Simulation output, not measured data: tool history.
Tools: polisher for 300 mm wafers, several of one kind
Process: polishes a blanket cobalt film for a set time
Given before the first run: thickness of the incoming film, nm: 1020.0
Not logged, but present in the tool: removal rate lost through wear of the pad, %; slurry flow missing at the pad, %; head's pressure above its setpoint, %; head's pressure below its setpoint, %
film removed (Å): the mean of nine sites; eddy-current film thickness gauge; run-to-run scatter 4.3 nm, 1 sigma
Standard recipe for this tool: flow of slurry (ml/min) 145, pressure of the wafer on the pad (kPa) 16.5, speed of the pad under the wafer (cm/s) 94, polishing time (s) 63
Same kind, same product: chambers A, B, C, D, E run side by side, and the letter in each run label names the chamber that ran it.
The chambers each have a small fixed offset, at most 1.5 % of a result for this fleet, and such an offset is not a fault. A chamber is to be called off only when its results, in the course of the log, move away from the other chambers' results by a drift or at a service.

run     day  flow of slurry (ml/min)  pressure of the wafer on the pad (kPa)  speed of the pad under the wafer (cm/s)  polishing time (s)  wafers polished on this pad  hours since the slurry nozzle was cleaned  hours since the head pressure was calibrated  film removed (Å)
 1E   0.438                      145                                    16.5                                       94                  63                          492                                      508.1                                         454.4            3180.6
      0.446  -- chamber C: slurry nozzle cleaned
      0.671  -- chamber D: worn pad replaced by a new one
 2A   0.812                      145                                    16.5                                       94                  63                          229                                      282.3                                          95.2            3146.0
 3C   1.058                      145                                    16.5                                       94                  63                         1141                                       14.8                                         118.5            3128.2
 4B   1.571                      145                                    16.5                                       94                  63                          592                                      138.7                                          89.8            3142.2
 5D   1.992                      145                                    16.5                                       94                  63                          216                                      634.4                                         637.3            3215.3
 6D   2.550                      145                                    16.5                                       94                  63                          308                                      647.8                                         650.7            3204.6
 7E   3.025                      145                                    16.5                                       94                  63                          916                                      570.2                                         516.5            3198.9
      3.325  -- chamber A: worn pad replaced by a new one
      3.346  -- chamber C: worn pad replaced by a new one
 8A   3.504                      145                                    16.5                                       94                  63                           29                                      346.9                                         159.8            3175.3
 9C   3.825                      145                                    20.7                                       94                  49                           78                                       81.2                                         184.9            3134.9
10B   4.175                      145                                    20.7                                       94                  49                         1019                                      201.2                                         152.3            3043.8
11B   4.679                      145                                    20.7                                       94                  49                         1102                                      213.3                                         164.4            3016.9
12E   5.054                      145                                    20.7                                       94                  49                         1249                                      618.9                                         565.2            3092.1
      5.125  -- chamber B: slurry nozzle cleaned
13C   5.367                      145                                    20.7                                       94                  49                          331                                      118.2                                         221.9            3032.9
14A   5.925                      115                                    15.2                                       94                  63                          426                                      405.0                                         217.9            2753.0
15D   6.217                      115                                    15.2                                       94                  63                          910                                      735.8                                         738.7            2728.2
      6.425  -- chamber E: worn pad replaced by a new one
16A   6.675                      115                                    15.2                                       94                  63                          549                                      423.0                                         235.9            2762.0
17D   7.029                      115                                    15.2                                       94                  63                         1043                                      755.3                                         758.2            2826.4
18E   7.567                      115                                    15.2                                       94                  63                          187                                      679.2                                         625.5            2794.1
      7.796  -- chamber A: worn pad replaced by a new one
19C   7.925                      145                                    16.5                                       84                  63                          751                                      179.6                                         283.3            2832.2
20B   8.179                      145                                    16.5                                       84                  63                         1676                                       73.4                                         248.4            2750.3
21D   8.729                      145                                    16.5                                       84                  63                         1322                                      796.1                                         799.0            2896.8
      8.996  -- chamber C: slurry nozzle cleaned
22E   9.262                      145                                    16.5                                       84                  63                          465                                      719.9                                         666.2            2767.8
      9.342  -- chamber D: worn pad replaced by a new one
23A   9.671                      145                                    16.5                                       84                  63                          307                                      494.9                                         307.8            2809.6
24C  10.233                      145                                    16.5                                       94                  63                         1130                                       29.8                                         338.7            3237.0
25B  10.675                      145                                    16.5                                       94                  63                         2086                                      133.3                                         308.3            3030.2
26D  11.004                      145                                    16.5                                       94                  63                          272                                      850.7                                         853.6            3194.7
     11.421  -- chamber A: worn pad replaced by a new one
27E  11.508                      145                                    16.5                                       94                  63                          834                                      773.8                                         720.1            3065.4
     11.546  -- chamber C: worn pad replaced by a new one
28B  11.862                      145                                    16.5                                       94                  63                         2280                                      161.8                                         336.8            2991.4
     12.138  -- chamber D: slurry nozzle cleaned
29C  12.150                      145                                    16.5                                       94                  63                           99                                       75.8                                         384.7            3160.0
30A  12.500                      145                                    16.5                                       94                  63                          177                                      562.8                                         375.7            3134.7
31E  12.858                      145                                    20.0                                      120                  63                         1055                                      806.2                                         752.5            4846.4
     12.946  -- chamber E: slurry nozzle cleaned
     13.321  -- chamber B: slurry nozzle cleaned
32A  13.400                      145                                    20.0                                      120                  63                          325                                      584.4                                         397.3            4758.8
     13.462  -- chamber B: head pressure recalibrated
     13.517  -- chamber D: head pressure recalibrated
33C  13.671                      145                                    20.0                                      120                  63                          349                                      112.3                                         421.2            4943.6
34D  14.017                      145                                    20.0                                      120                  63                          767                                       45.1                                          12.0            4843.1
35B  14.483                      145                                    20.0                                      120                  63                         2710                                       28.0                                          24.5            4498.2
     14.517  -- chamber E: worn pad replaced by a new one
36C  14.938                      145                                    16.5                                       78                  47                          557                                      142.7                                         451.6            2002.0
     15.212  -- chamber A: worn pad replaced by a new one
37E  15.475                      145                                    16.5                                       78                  47                          157                                       60.7                                         815.3            1944.0
38B  15.938                      145                                    16.5                                       78                  47                         2949                                       62.9                                          59.4            1718.7
39D  16.454                      145                                    16.5                                       78                  47                         1167                                      103.6                                          70.5            1988.7
40A  16.783                      145                                    16.5                                       78                  47                          257                                      665.6                                         478.5            1920.4
41C  17.079                      145                                    16.5                                       94                  63                          908                                      194.1                                         503.0            3101.7
42E  17.379                      145                                    16.5                                       94                  63                          469                                      106.4                                         861.0            3153.8
43B  17.875                      145                                    16.5                                       94                  63                         3267                                      109.4                                         105.9            2849.0

Predict what each chamber gives when all 5 of them run the settings below next.
44A  18.279                      145                                    16.5                                      106                  63                                                                                                                                       ?
44B  18.279                      145                                    16.5                                      106                  63                                                                                                                                       ?
44C  18.279                      145                                    16.5                                      106                  63                                                                                                                                       ?
44D  18.279                      145                                    16.5                                      106                  63                                                                                                                                       ?
44E  18.279                      145                                    16.5                                      106                  63                                                                                                                                       ?

run  film removed (Å)
44A            3582.4
44B            3238.3
44C            3626.1
44D            3613.5
44E            3449.0
